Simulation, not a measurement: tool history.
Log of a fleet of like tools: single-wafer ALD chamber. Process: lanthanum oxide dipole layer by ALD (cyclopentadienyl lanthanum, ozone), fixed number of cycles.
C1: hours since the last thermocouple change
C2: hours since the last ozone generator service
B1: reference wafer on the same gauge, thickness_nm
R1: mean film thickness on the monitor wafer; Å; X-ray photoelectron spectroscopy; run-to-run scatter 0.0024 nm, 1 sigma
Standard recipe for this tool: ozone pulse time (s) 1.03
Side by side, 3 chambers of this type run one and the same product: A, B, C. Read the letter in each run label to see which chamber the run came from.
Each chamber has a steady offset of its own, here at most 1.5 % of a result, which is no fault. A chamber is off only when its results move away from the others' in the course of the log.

run 1B hour=16 | ozone_pulse_time_(s)=1.03 | C1=728.5 C2=1689.6 | B1=0.41708 | R1=5.0067
run 2A hour=24.5 | ozone_pulse_time_(s)=1.03 | C1=1106.1 C2=882.2 | B1=0.41712 | R1=4.9722
run 3C hour=34.4 | ozone_pulse_time_(s)=1.03 | C1=2122.1 C2=1061.6 | B1=0.41691 | R1=5.063
run 4A hour=45 | ozone_pulse_time_(s)=1.03 | C1=1126.6 C2=902.7 | B1=0.41688 | R1=5.0059
run 5C hour=57.3 | ozone_pulse_time_(s)=1.03 | C1=2145 C2=1084.5 | B1=0.41651 | R1=5.066
run 6B hour=69.5 | ozone_pulse_time_(s)=1.03 | C1=782 C2=1743.1 | B1=0.41665 | R1=5.0224
run 7B hour=82.3 | ozone_pulse_time_(s)=1.03 | C1=794.8 C2=1755.9 | B1=0.41695 | R1=5.0034
-- hour=92.5 chamber C: thermocouple changed; heater temperature recalibrated
run 8A hour=98.8 | ozone_pulse_time_(s)=0.78 | C1=1180.4 C2=956.5 | B1=0.41702 | R1=4.536
run 9C hour=110.4 | ozone_pulse_time_(s)=0.78 | C1=17.9 C2=1137.6 | B1=0.41697 | R1=4.5568
run 10C hour=125.9 | ozone_pulse_time_(s)=0.78 | C1=33.4 C2=1153.1 | B1=0.41702 | R1=4.5456
run 11A hour=141 | ozone_pulse_time_(s)=1.03 | C1=1222.6 C2=998.7 | B1=0.41697 | R1=5.0363
run 12B hour=156.9 | ozone_pulse_time_(s)=1.03 | C1=869.4 C2=1830.5 | B1=0.417 | R1=4.9877
run 13A hour=167.4 | ozone_pulse_time_(s)=1.03 | C1=1249 C2=1025.1 | B1=0.41613 | R1=4.9902
-- hour=172.2 chamber B: ozone generator serviced
run 14B hour=181.3 | ozone_pulse_time_(s)=1.03 | C1=893.8 C2=9.1 | B1=0.41678 | R1=5.0546
run 15C hour=193 | ozone_pulse_time_(s)=1.03 | C1=100.5 C2=1220.2 | B1=0.41734 | R1=5.0754
run 16C hour=206.6 | ozone_pulse_time_(s)=1.32 | C1=114.1 C2=1233.8 | B1=0.41699 | R1=5.3303
run 17A hour=218.8 | ozone_pulse_time_(s)=1.32 | C1=1300.4 C2=1076.5 | B1=0.41687 | R1=5.2779
run 18B hour=226.5 | ozone_pulse_time_(s)=1.32 | C1=939 C2=54.3 | B1=0.41707 | R1=5.3559
run 19C hour=239.6 | ozone_pulse_time_(s)=1.03 | C1=147.1 C2=1266.8 | B1=0.41671 | R1=5.0723
run 20B hour=251.8 | ozone_pulse_time_(s)=1.03 | C1=964.3 C2=79.6 | B1=0.41745 | R1=5.0058
run 21A hour=259.1 | ozone_pulse_time_(s)=0.74 | C1=1340.7 C2=1116.8 | B1=0.4171 | R1=4.3331
run 22A hour=270 | ozone_pulse_time_(s)=0.74 | C1=1351.6 C2=1127.7 | B1=0.41673 | R1=4.3914
run 23B hour=282.8 | ozone_pulse_time_(s)=0.74 | C1=995.3 C2=110.6 | B1=0.41717 | R1=4.451
run 24C hour=292.6 | ozone_pulse_time_(s)=1.32 | C1=200.1 C2=1319.8 | B1=0.41686 | R1=5.4048
run 25C hour=303.7 | ozone_pulse_time_(s)=1.32 | C1=211.2 C2=1330.9 | B1=0.41725 | R1=5.4036
run 26B hour=313.7 | ozone_pulse_time_(s)=1.32 | C1=1026.2 C2=141.5 | B1=0.41766 | R1=5.3672
run 27A hour=323.1 | ozone_pulse_time_(s)=1.03 | C1=1404.7 C2=1180.8 | B1=0.41677 | R1=4.9349
run 28B hour=339.6 | ozone_pulse_time_(s)=0.67 | C1=1052.1 C2=167.4 | B1=0.41682 | R1=4.2615
run 29A hour=355.1 | ozone_pulse_time_(s)=0.67 | C1=1436.7 C2=1212.8 | B1=0.41742 | R1=4.0786
run 30C hour=364.4 | ozone_pulse_time_(s)=0.67 | C1=271.9 C2=1391.6 | B1=0.41686 | R1=4.239
run 31C hour=371.7 | ozone_pulse_time_(s)=1.03 | C1=279.2 C2=1398.9 | B1=0.41706 | R1=5.0765
run 32A hour=383.6 | ozone_pulse_time_(s)=1.03 | C1=1465.2 C2=1241.3 | B1=0.41677 | R1=4.87
run 33B hour=396 | ozone_pulse_time_(s)=1.03 | C1=1108.5 C2=223.8 | B1=0.4176 | R1=4.9885
run 34A hour=405 | ozone_pulse_time_(s)=1.03 | C1=1486.6 C2=1262.7 | B1=0.41708 | R1=4.8785
run 35C hour=417.1 | ozone_pulse_time_(s)=1.03 | C1=324.6 C2=1444.3 | B1=0.41736 | R1=5.0331
run 36B hour=433.7 | ozone_pulse_time_(s)=1.43 | C1=1146.2 C2=261.5 | B1=0.41645 | R1=5.4029
run 37C hour=449 | ozone_pulse_time_(s)=1.43 | C1=356.5 C2=1476.2 | B1=0.41727 | R1=5.4706
run 38A hour=461.2 | ozone_pulse_time_(s)=1.43 | C1=1542.8 C2=1318.9 | B1=0.41741 | R1=5.2764
run 39B hour=469.9 | ozone_pulse_time_(s)=1.03 | C1=1182.4 C2=297.7 | B1=0.41754 | R1=5.0372
run 40B hour=484.4 | ozone_pulse_time_(s)=1.03 | C1=1196.9 C2=312.2 | B1=0.41729 | R1=5.0504
run 41A hour=497.9 | ozone_pulse_time_(s)=1.03 | C1=1579.5 C2=1355.6 | B1=0.41739 | R1=4.7525
run 42C hour=514.5 | ozone_pulse_time_(s)=1.03 | C1=422 C2=1541.7 | B1=0.41695 | R1=5.0305

Has any chamber moved away from the others, gradually or after a service, or does the common gauge drift, or do the chambers differ only by their own small steady offsets? State the chamber and the most likely cause if one applies.

Chamber A drifts away from the others.
Likeliest cause: ozone dose below that of a generator just serviced (%) = 13.

Here are 4 candidates for chamber A's next run, each the usual settings with a change, their results left as question marks. Which one brings its results back in line with what the others give on the usual settings?
Allowed miss from the other chambers' usual-settings mean, per result, to count as in line: R1 0.083 Å
run 43A-1 hour=526.4 | ozone_pulse_time_(s)=0.89 | R1=?
run 43A-2 hour=526.4 | ozone_pulse_time_(s)=1.22 | R1=?
run 43A-3 hour=526.4 | ozone_pulse_time_(s)=1.36 | R1=?
run 43A-4 hour=526.4 | ozone_pulse_time_(s)=0.82 | R1=?

Average result of the remaining chambers running the usual settings: R1 5.0412 Å
run=43A-1 R1=4.491
run=43A-2 R1=5.0289
run=43A-3 R1=5.1781
run=43A-4 R1=4.331
Change 43A-2 lands the chamber within the allowed miss of the other chambers.

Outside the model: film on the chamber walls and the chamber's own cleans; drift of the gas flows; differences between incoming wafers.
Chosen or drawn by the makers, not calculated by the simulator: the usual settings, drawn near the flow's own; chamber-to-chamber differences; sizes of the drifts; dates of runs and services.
